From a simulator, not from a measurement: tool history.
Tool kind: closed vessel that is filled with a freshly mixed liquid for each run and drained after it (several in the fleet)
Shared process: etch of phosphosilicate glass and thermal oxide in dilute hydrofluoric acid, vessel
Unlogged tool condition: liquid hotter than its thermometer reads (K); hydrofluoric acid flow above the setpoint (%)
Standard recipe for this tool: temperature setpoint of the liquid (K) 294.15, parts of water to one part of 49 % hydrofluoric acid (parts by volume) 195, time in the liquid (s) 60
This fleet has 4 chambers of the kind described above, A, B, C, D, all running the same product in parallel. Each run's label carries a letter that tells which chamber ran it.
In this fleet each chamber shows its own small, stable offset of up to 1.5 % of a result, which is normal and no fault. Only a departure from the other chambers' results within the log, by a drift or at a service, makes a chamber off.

| run | day | temperature setpoint of the liquid (K) | parts of water to one part of 49 % hydrofluoric acid (parts by volume) | time in the liquid (s) | hours since the thermometer was replaced | hours since the hydrofluoric acid flow meter was replaced | read-back film thickness of the phosphosilicate glass reference wafer, read on the same gauge (nm) | read-back film thickness of the thermal oxide reference wafer, read on the same gauge (nm) | thickness taken off the phosphosilicate glass on a monitor wafer (nm) | thickness taken off the thermal oxide on a monitor wafer (nm) |
|---|---|---|---|---|---|---|---|---|---|---|
| 1B | 0.383 | 294.15 | 195 | 60 | 1006.5 | 447.1 | 40.009 | 100 | 42.256 | 1.1562 |
| 2D | 0.679 | 294.15 | 195 | 60 | 325.2 | 60.3 | 39.979 | 99.997 | 41.099 | 1.1858 |
| 3C | 0.996 | 294.15 | 195 | 60 | 145.5 | 474.6 | 39.959 | 100.01 | 41.109 | 1.1584 |
| 4A | 1.362 | 294.15 | 195 | 60 | 395.4 | 1702 | 39.997 | 100.01 | 41.421 | 1.1564 |
| 5A | 1.729 | 294.15 | 105 | 90 | 404.2 | 1710.8 | 40.026 | 99.993 | 127.65 | 3.4703 |
|  | 1.838 | chamber B: hydrofluoric acid flow meter replaced |
| 6C | 1.962 | 294.15 | 105 | 90 | 168.7 | 497.8 | 39.995 | 100.03 | 127.63 | 3.6562 |
| 7D | 2.238 | 294.15 | 105 | 90 | 362.6 | 97.7 | 40.03 | 99.967 | 127 | 3.608 |
| 8B | 2.604 | 294.15 | 105 | 90 | 1059.8 | 18.4 | 39.989 | 100.01 | 127.22 | 3.535 |
| 9C | 2.954 | 294.15 | 195 | 60 | 192.5 | 521.6 | 39.978 | 99.99 | 41.238 | 1.2055 |
| 10A | 3.312 | 294.15 | 195 | 60 | 442.2 | 1748.8 | 40.023 | 100.04 | 41.754 | 1.0943 |
| 11B | 3.504 | 294.15 | 195 | 60 | 1081.4 | 40 | 40 | 99.97 | 42.597 | 1.1904 |
| 12D | 3.712 | 294.15 | 195 | 60 | 398 | 133.1 | 39.949 | 100.01 | 41.022 | 1.1878 |
| 13B | 3.938 | 294.15 | 195 | 60 | 1091.8 | 50.4 | 39.993 | 100.02 | 42.551 | 1.1563 |
| 14A | 4.138 | 294.15 | 195 | 60 | 462 | 1768.6 | 39.998 | 100 | 41.538 | 1.1651 |
| 15C | 4.542 | 294.15 | 195 | 60 | 230.6 | 559.7 | 40.007 | 99.948 | 41.419 | 1.1528 |
| 16D | 4.746 | 290.15 | 225 | 60 | 422.8 | 157.9 | 40.031 | 100.03 | 29.864 | 0.85315 |
| 17D | 5.158 | 290.15 | 225 | 60 | 432.7 | 167.8 | 39.928 | 99.971 | 29.452 | 0.83687 |
| 18B | 5.562 | 290.15 | 225 | 60 | 1130.8 | 89.4 | 39.98 | 100 | 30.238 | 0.83409 |
| 19A | 5.992 | 290.15 | 225 | 60 | 506.5 | 1813.1 | 40.001 | 99.974 | 30.381 | 0.82953 |
|  | 6.275 | chamber A: hydrofluoric acid flow meter replaced |
| 20C | 6.35 | 294.15 | 195 | 60 | 274 | 603.1 | 39.993 | 99.998 | 40.793 | 1.2081 |
| 21B | 6.671 | 294.15 | 195 | 60 | 1157.4 | 116 | 39.981 | 100.04 | 41.89 | 1.182 |
| 22A | 6.967 | 294.15 | 195 | 60 | 529.9 | 16.6 | 40.029 | 100.01 | 41.262 | 1.207 |
| 23C | 7.238 | 294.15 | 195 | 60 | 295.3 | 624.4 | 40.015 | 99.989 | 41.476 | 1.1721 |
| 24D | 7.433 | 294.15 | 195 | 60 | 487.3 | 222.4 | 40.014 | 100.03 | 40.99 | 1.1393 |
| 25C | 7.712 | 294.15 | 195 | 60 | 306.7 | 635.8 | 40.021 | 100.02 | 41.267 | 1.1679 |
| 26D | 8.021 | 294.15 | 195 | 60 | 501.4 | 236.5 | 40 | 100.01 | 41.193 | 1.1741 |
| 27B | 8.283 | 294.15 | 195 | 60 | 1196.1 | 154.7 | 40.024 | 100.02 | 41.974 | 1.1858 |
| 28A | 8.562 | 291.65 | 260 | 60 | 568.2 | 54.9 | 40.02 | 99.989 | 26.596 | 0.76077 |
| 29D | 8.971 | 291.65 | 260 | 60 | 524.2 | 259.3 | 39.984 | 100.02 | 26.419 | 0.74088 |
| 30A | 9.188 | 291.65 | 260 | 60 | 583.2 | 69.9 | 39.96 | 99.999 | 26.575 | 0.75149 |
| 31B | 9.396 | 291.65 | 260 | 60 | 1222.8 | 181.4 | 39.997 | 99.979 | 26.894 | 0.73981 |
| 32C | 9.821 | 294.15 | 195 | 60 | 357.3 | 686.4 | 40.003 | 99.989 | 41.466 | 1.1993 |
| 33B | 10.133 | 294.15 | 195 | 60 | 1240.5 | 199.1 | 39.999 | 99.959 | 41.933 | 1.157 |
| 34C | 10.433 | 294.15 | 195 | 60 | 372 | 701.1 | 40.032 | 100 | 41.533 | 1.2247 |
| 35A | 10.7 | 294.15 | 195 | 60 | 619.5 | 106.2 | 39.965 | 100.01 | 41.391 | 1.0836 |
| 36D | 10.908 | 294.15 | 195 | 60 | 570.7 | 305.8 | 40.024 | 100.03 | 41.008 | 1.164 |
| 37C | 11.283 | 294.15 | 195 | 60 | 392.4 | 721.5 | 40.003 | 99.991 | 41.624 | 1.1304 |
| 38A | 11.488 | 294.15 | 195 | 60 | 638.4 | 125.1 | 39.965 | 99.996 | 41.076 | 1.166 |
| 39D | 11.825 | 294.15 | 195 | 60 | 592.7 | 327.8 | 40.067 | 100.01 | 41.647 | 1.1793 |
| 40B | 12.146 | 294.15 | 195 | 60 | 1288.8 | 247.4 | 40.018 | 99.967 | 41.454 | 1.1664 |
| 41A | 12.421 | 294.15 | 195 | 60 | 660.8 | 147.5 | 39.97 | 100.01 | 41.614 | 1.2079 |

Is one chamber out of step, is the gauge drifting, or do the chambers differ by no more than their own small offsets? For an off chamber, give its letter and the likeliest cause.

Nothing is wrong: each chamber keeps only its own small, steady offset and the gauge holds still.
